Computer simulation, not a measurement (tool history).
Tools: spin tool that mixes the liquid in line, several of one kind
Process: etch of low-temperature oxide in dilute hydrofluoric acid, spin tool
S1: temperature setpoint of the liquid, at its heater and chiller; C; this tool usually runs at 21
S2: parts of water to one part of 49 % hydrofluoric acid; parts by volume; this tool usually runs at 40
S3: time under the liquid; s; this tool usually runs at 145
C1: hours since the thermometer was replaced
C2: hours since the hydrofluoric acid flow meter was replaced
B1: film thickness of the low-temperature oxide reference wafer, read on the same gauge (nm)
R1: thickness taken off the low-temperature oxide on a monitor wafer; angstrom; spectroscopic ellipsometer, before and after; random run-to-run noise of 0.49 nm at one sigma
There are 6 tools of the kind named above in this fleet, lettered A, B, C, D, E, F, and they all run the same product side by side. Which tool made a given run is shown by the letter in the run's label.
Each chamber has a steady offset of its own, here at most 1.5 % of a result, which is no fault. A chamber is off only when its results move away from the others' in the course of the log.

| run | hour | S1 | S2 | S3 | C1 | C2 | B1 | R1 |
|---|---|---|---|---|---|---|---|---|
| 1C | 5.7 | 21 | 40 | 145 | 1015.4 | 804.9 | 39.99 | 502.49 |
| 2D | 10 | 21 | 40 | 145 | 699.5 | 371.6 | 39.946 | 500.63 |
| 3B | 16.3 | 21 | 40 | 145 | 74.3 | 422.4 | 40.014 | 492.07 |
| 4F | 20.1 | 21 | 40 | 145 | 326.7 | 791.1 | 40.005 | 494.45 |
| 5A | 24.9 | 21 | 40 | 145 | 2706.8 | 614.3 | 40.045 | 490.41 |
| 6E | 29 | 21 | 40 | 145 | 847.3 | 942.3 | 39.984 | 488.73 |
| 7C | 32.8 | 21 | 40 | 145 | 1042.5 | 832 | 40.003 | 501.01 |
| 8A | 37.1 | 21 | 40 | 145 | 2719 | 626.5 | 39.937 | 499.08 |
| 9D | 43.3 | 21 | 40 | 145 | 732.8 | 404.9 | 39.966 | 497.09 |
| 10B | 48.4 | 21 | 40 | 145 | 106.4 | 454.5 | 40.027 | 503.42 |
| 11F | 53 | 21 | 55 | 145 | 359.6 | 824 | 40.001 | 351.07 |
| 12E | 57 | 21 | 55 | 145 | 875.3 | 970.3 | 40.058 | 352.25 |
| 13F | 60.8 | 21 | 55 | 145 | 367.4 | 831.8 | 40.015 | 348.6 |
| 14A | 64 | 21 | 55 | 145 | 2745.9 | 653.4 | 40.004 | 348.33 |
| 15D | 70 | 21 | 55 | 145 | 759.5 | 431.6 | 40.007 | 352.38 |
| 16E | 75.5 | 21 | 55 | 145 | 893.8 | 988.8 | 40.062 | 348.16 |
| 17B | 79.2 | 21 | 40 | 145 | 137.2 | 485.3 | 39.981 | 488.67 |
| 18C | 83.5 | 21 | 40 | 145 | 1093.2 | 882.7 | 40.008 | 516.11 |
| 19D | 87.6 | 21 | 40 | 145 | 777.1 | 449.2 | 40.008 | 504.35 |
| 20A | 91.1 | 24 | 60 | 145 | 2773 | 680.5 | 39.921 | 368.87 |
| 21B | 97.8 | 24 | 60 | 145 | 155.8 | 503.9 | 39.991 | 363.83 |
| 22F | 104 | 24 | 60 | 145 | 410.6 | 875 | 40.017 | 363.5 |
| 23C | 110.6 | 24 | 60 | 145 | 1120.3 | 909.8 | 39.994 | 368.78 |
| 24E | 114.9 | 24 | 60 | 145 | 933.2 | 1028.2 | 39.965 | 349.77 |
|  | 118.6 | chamber A: thermometer replaced |
| 25B | 120.4 | 24 | 60 | 145 | 178.4 | 526.5 | 39.967 | 356.07 |
| 26F | 125 | 21 | 40 | 145 | 431.6 | 896 | 39.939 | 491.35 |
| 27E | 131.1 | 21 | 40 | 145 | 949.4 | 1044.4 | 40.003 | 475.15 |
| 28A | 135.7 | 21 | 40 | 145 | 17.1 | 725.1 | 39.956 | 507.54 |
| 29C | 140.2 | 21 | 25 | 75 | 1149.9 | 939.4 | 39.997 | 428.71 |
| 30D | 143.8 | 21 | 25 | 75 | 833.3 | 505.4 | 39.97 | 420.39 |
| 31B | 148 | 21 | 25 | 75 | 206 | 554.1 | 39.987 | 419.91 |
| 32A | 151.3 | 21 | 25 | 75 | 32.7 | 740.7 | 40.044 | 424.76 |
| 33E | 155.9 | 21 | 25 | 75 | 974.2 | 1069.2 | 40.035 | 393.91 |
| 34C | 162 | 21 | 25 | 75 | 1171.7 | 961.2 | 39.974 | 430.33 |
| 35D | 165.2 | 21 | 40 | 145 | 854.7 | 526.8 | 39.983 | 502.44 |
| 36F | 168.4 | 21 | 40 | 145 | 475 | 939.4 | 39.977 | 485.87 |
| 37C | 174 | 21 | 40 | 145 | 1183.7 | 973.2 | 40.004 | 505.3 |
| 38A | 177.7 | 21 | 40 | 145 | 59.1 | 767.1 | 39.946 | 506.41 |
| 39E | 184.4 | 21 | 40 | 145 | 1002.7 | 1097.7 | 39.981 | 458.63 |
| 40D | 188.9 | 21 | 40 | 145 | 878.4 | 550.5 | 39.983 | 500.42 |

For the next run the whole fleet of 6 chambers uses the same settings. Give each chamber's results:
| 41A | 193.7 | 21 | 40 | 145 |  |  |  | ? |
| 41B | 193.7 | 21 | 40 | 145 |  |  |  | ? |
| 41C | 193.7 | 21 | 40 | 145 |  |  |  | ? |
| 41D | 193.7 | 21 | 40 | 145 |  |  |  | ? |
| 41E | 193.7 | 21 | 40 | 145 |  |  |  | ? |
| 41F | 193.7 | 21 | 40 | 145 |  |  |  | ? |

| run | R1 |
|---|---|
| 41A | 495.04 |
| 41B | 494.04 |
| 41C | 495.85 |
| 41D | 500.29 |
| 41E | 454.8 |
| 41F | 485.61 |

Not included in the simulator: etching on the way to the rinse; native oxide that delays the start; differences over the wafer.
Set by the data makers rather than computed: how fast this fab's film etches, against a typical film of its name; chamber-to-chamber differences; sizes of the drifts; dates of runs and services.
